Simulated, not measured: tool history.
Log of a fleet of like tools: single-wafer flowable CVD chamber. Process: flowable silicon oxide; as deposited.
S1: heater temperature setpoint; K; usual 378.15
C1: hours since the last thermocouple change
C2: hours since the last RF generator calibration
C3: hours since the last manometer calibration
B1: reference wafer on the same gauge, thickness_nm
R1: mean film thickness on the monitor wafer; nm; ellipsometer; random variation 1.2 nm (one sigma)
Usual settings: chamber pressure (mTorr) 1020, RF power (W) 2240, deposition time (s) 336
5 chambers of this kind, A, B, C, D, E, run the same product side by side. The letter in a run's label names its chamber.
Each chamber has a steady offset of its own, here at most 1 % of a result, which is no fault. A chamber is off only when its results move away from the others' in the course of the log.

run 1A hour=9.1 | S1=378.15 chamber_pressure_(mTorr)=1020 RF_power_(W)=2240 deposition_time_(s)=336 | C1=900.6 C2=467.7 C3=744.8 | B1=217.83 | R1=236.21
run 2E hour=17.9 | S1=378.15 chamber_pressure_(mTorr)=1020 RF_power_(W)=2240 deposition_time_(s)=336 | C1=279.5 C2=777.7 C3=1322.5 | B1=218.11 | R1=236.88
run 3C hour=25.9 | S1=378.15 chamber_pressure_(mTorr)=1020 RF_power_(W)=2240 deposition_time_(s)=336 | C1=965.6 C2=633.1 C3=1069.2 | B1=218.13 | R1=236.79
run 4D hour=37.8 | S1=378.15 chamber_pressure_(mTorr)=1020 RF_power_(W)=2240 deposition_time_(s)=336 | C1=1966.6 C2=1091.5 C3=83.1 | B1=217.98 | R1=242.03
-- hour=41.3 chamber E: RF generator calibrated
run 5B hour=50.4 | S1=378.15 chamber_pressure_(mTorr)=1020 RF_power_(W)=2240 deposition_time_(s)=336 | C1=1559.7 C2=1141.4 C3=678.3 | B1=217.96 | R1=238.55
run 6E hour=58.7 | S1=378.15 chamber_pressure_(mTorr)=1140 RF_power_(W)=2240 deposition_time_(s)=336 | C1=320.3 C2=17.4 C3=1363.3 | B1=217.81 | R1=270.88
run 7B hour=71.4 | S1=378.15 chamber_pressure_(mTorr)=1140 RF_power_(W)=2240 deposition_time_(s)=336 | C1=1580.7 C2=1162.4 C3=699.3 | B1=217.82 | R1=269.82
run 8D hour=81.8 | S1=378.15 chamber_pressure_(mTorr)=1140 RF_power_(W)=2240 deposition_time_(s)=336 | C1=2010.6 C2=1135.5 C3=127.1 | B1=218.21 | R1=271.08
run 9A hour=91.9 | S1=378.15 chamber_pressure_(mTorr)=1140 RF_power_(W)=2240 deposition_time_(s)=336 | C1=983.4 C2=550.5 C3=827.6 | B1=217.75 | R1=273.03
run 10C hour=103.3 | S1=378.15 chamber_pressure_(mTorr)=1140 RF_power_(W)=2240 deposition_time_(s)=336 | C1=1043 C2=710.5 C3=1146.6 | B1=218.14 | R1=268.31
run 11D hour=112.8 | S1=378.15 chamber_pressure_(mTorr)=1020 RF_power_(W)=2240 deposition_time_(s)=336 | C1=2041.6 C2=1166.5 C3=158.1 | B1=217.97 | R1=239.49
run 12B hour=125.4 | S1=378.15 chamber_pressure_(mTorr)=1020 RF_power_(W)=2240 deposition_time_(s)=336 | C1=1634.7 C2=1216.4 C3=753.3 | B1=218.24 | R1=237.3
run 13A hour=133.7 | S1=378.15 chamber_pressure_(mTorr)=1020 RF_power_(W)=2240 deposition_time_(s)=336 | C1=1025.2 C2=592.3 C3=869.4 | B1=218 | R1=238.06
run 14E hour=141.3 | S1=388.15 chamber_pressure_(mTorr)=1020 RF_power_(W)=2440 deposition_time_(s)=336 | C1=402.9 C2=100 C3=1445.9 | B1=218.09 | R1=175.26
run 15C hour=148.3 | S1=388.15 chamber_pressure_(mTorr)=1020 RF_power_(W)=2440 deposition_time_(s)=336 | C1=1088 C2=755.5 C3=1191.6 | B1=217.98 | R1=172.85
run 16B hour=162.3 | S1=388.15 chamber_pressure_(mTorr)=1020 RF_power_(W)=2440 deposition_time_(s)=336 | C1=1671.6 C2=1253.3 C3=790.2 | B1=217.92 | R1=175.65
run 17A hour=169 | S1=388.15 chamber_pressure_(mTorr)=1020 RF_power_(W)=2440 deposition_time_(s)=336 | C1=1060.5 C2=627.6 C3=904.7 | B1=218.21 | R1=174.95
run 18E hour=178 | S1=388.15 chamber_pressure_(mTorr)=1020 RF_power_(W)=2440 deposition_time_(s)=336 | C1=439.6 C2=136.7 C3=1482.6 | B1=217.83 | R1=175.76
run 19C hour=189 | S1=378.15 chamber_pressure_(mTorr)=1020 RF_power_(W)=2240 deposition_time_(s)=336 | C1=1128.7 C2=796.2 C3=1232.3 | B1=218.24 | R1=236.22
run 20D hour=202.1 | S1=378.15 chamber_pressure_(mTorr)=1020 RF_power_(W)=2240 deposition_time_(s)=336 | C1=2130.9 C2=1255.8 C3=247.4 | B1=217.86 | R1=240.99
run 21B hour=211.7 | S1=378.15 chamber_pressure_(mTorr)=1020 RF_power_(W)=2240 deposition_time_(s)=336 | C1=1721 C2=1302.7 C3=839.6 | B1=217.97 | R1=238.72
run 22A hour=226.2 | S1=378.15 chamber_pressure_(mTorr)=1020 RF_power_(W)=2240 deposition_time_(s)=336 | C1=1117.7 C2=684.8 C3=961.9 | B1=218.21 | R1=238.56
run 23D hour=238.1 | S1=378.15 chamber_pressure_(mTorr)=1020 RF_power_(W)=2240 deposition_time_(s)=336 | C1=2166.9 C2=1291.8 C3=283.4 | B1=218.15 | R1=241.64
run 24E hour=247.6 | S1=383.15 chamber_pressure_(mTorr)=890 RF_power_(W)=2240 deposition_time_(s)=336 | C1=509.2 C2=206.3 C3=1552.2 | B1=218.12 | R1=170.26
run 25C hour=256.5 | S1=383.15 chamber_pressure_(mTorr)=890 RF_power_(W)=2240 deposition_time_(s)=336 | C1=1196.2 C2=863.7 C3=1299.8 | B1=217.8 | R1=172
run 26E hour=263.4 | S1=383.15 chamber_pressure_(mTorr)=890 RF_power_(W)=2240 deposition_time_(s)=336 | C1=525 C2=222.1 C3=1568 | B1=217.88 | R1=169.47
run 27A hour=270 | S1=383.15 chamber_pressure_(mTorr)=890 RF_power_(W)=2240 deposition_time_(s)=336 | C1=1161.5 C2=728.6 C3=1005.7 | B1=218.23 | R1=172.28
run 28B hour=279.9 | S1=383.15 chamber_pressure_(mTorr)=890 RF_power_(W)=2240 deposition_time_(s)=336 | C1=1789.2 C2=1370.9 C3=907.8 | B1=217.93 | R1=170.28
run 29D hour=289.1 | S1=378.15 chamber_pressure_(mTorr)=1020 RF_power_(W)=2240 deposition_time_(s)=336 | C1=2217.9 C2=1342.8 C3=334.4 | B1=217.9 | R1=239.52
run 30C hour=300.6 | S1=378.15 chamber_pressure_(mTorr)=1020 RF_power_(W)=2240 deposition_time_(s)=336 | C1=1240.3 C2=907.8 C3=1343.9 | B1=218.13 | R1=237.48
run 31C hour=313.8 | S1=378.15 chamber_pressure_(mTorr)=1200 RF_power_(W)=2240 deposition_time_(s)=336 | C1=1253.5 C2=921 C3=1357.1 | B1=217.92 | R1=287.17
run 32B hour=326.1 | S1=378.15 chamber_pressure_(mTorr)=1200 RF_power_(W)=2240 deposition_time_(s)=336 | C1=1835.4 C2=1417.1 C3=954 | B1=217.8 | R1=287.95
run 33A hour=338.5 | S1=378.15 chamber_pressure_(mTorr)=1200 RF_power_(W)=2240 deposition_time_(s)=336 | C1=1230 C2=797.1 C3=1074.2 | B1=217.99 | R1=285.39
run 34E hour=348.6 | S1=378.15 chamber_pressure_(mTorr)=1200 RF_power_(W)=2240 deposition_time_(s)=336 | C1=610.2 C2=307.3 C3=1653.2 | B1=217.95 | R1=286.87
run 35D hour=359.8 | S1=378.15 chamber_pressure_(mTorr)=1200 RF_power_(W)=2240 deposition_time_(s)=336 | C1=2288.6 C2=1413.5 C3=405.1 | B1=217.95 | R1=291.75

Next, every chamber runs the same settings. What will each give?
run 36A hour=370.3 | S1=378.15 chamber_pressure_(mTorr)=1020 RF_power_(W)=2240 deposition_time_(s)=336 | R1=?
run 36B hour=370.3 | S1=378.15 chamber_pressure_(mTorr)=1020 RF_power_(W)=2240 deposition_time_(s)=336 | R1=?
run 36C hour=370.3 | S1=378.15 chamber_pressure_(mTorr)=1020 RF_power_(W)=2240 deposition_time_(s)=336 | R1=?
run 36D hour=370.3 | S1=378.15 chamber_pressure_(mTorr)=1020 RF_power_(W)=2240 deposition_time_(s)=336 | R1=?
run 36E hour=370.3 | S1=378.15 chamber_pressure_(mTorr)=1020 RF_power_(W)=2240 deposition_time_(s)=336 | R1=?

run=36A R1=236.74
run=36B R1=235.85
run=36C R1=237.19
run=36D R1=240.1
run=36E R1=238.26
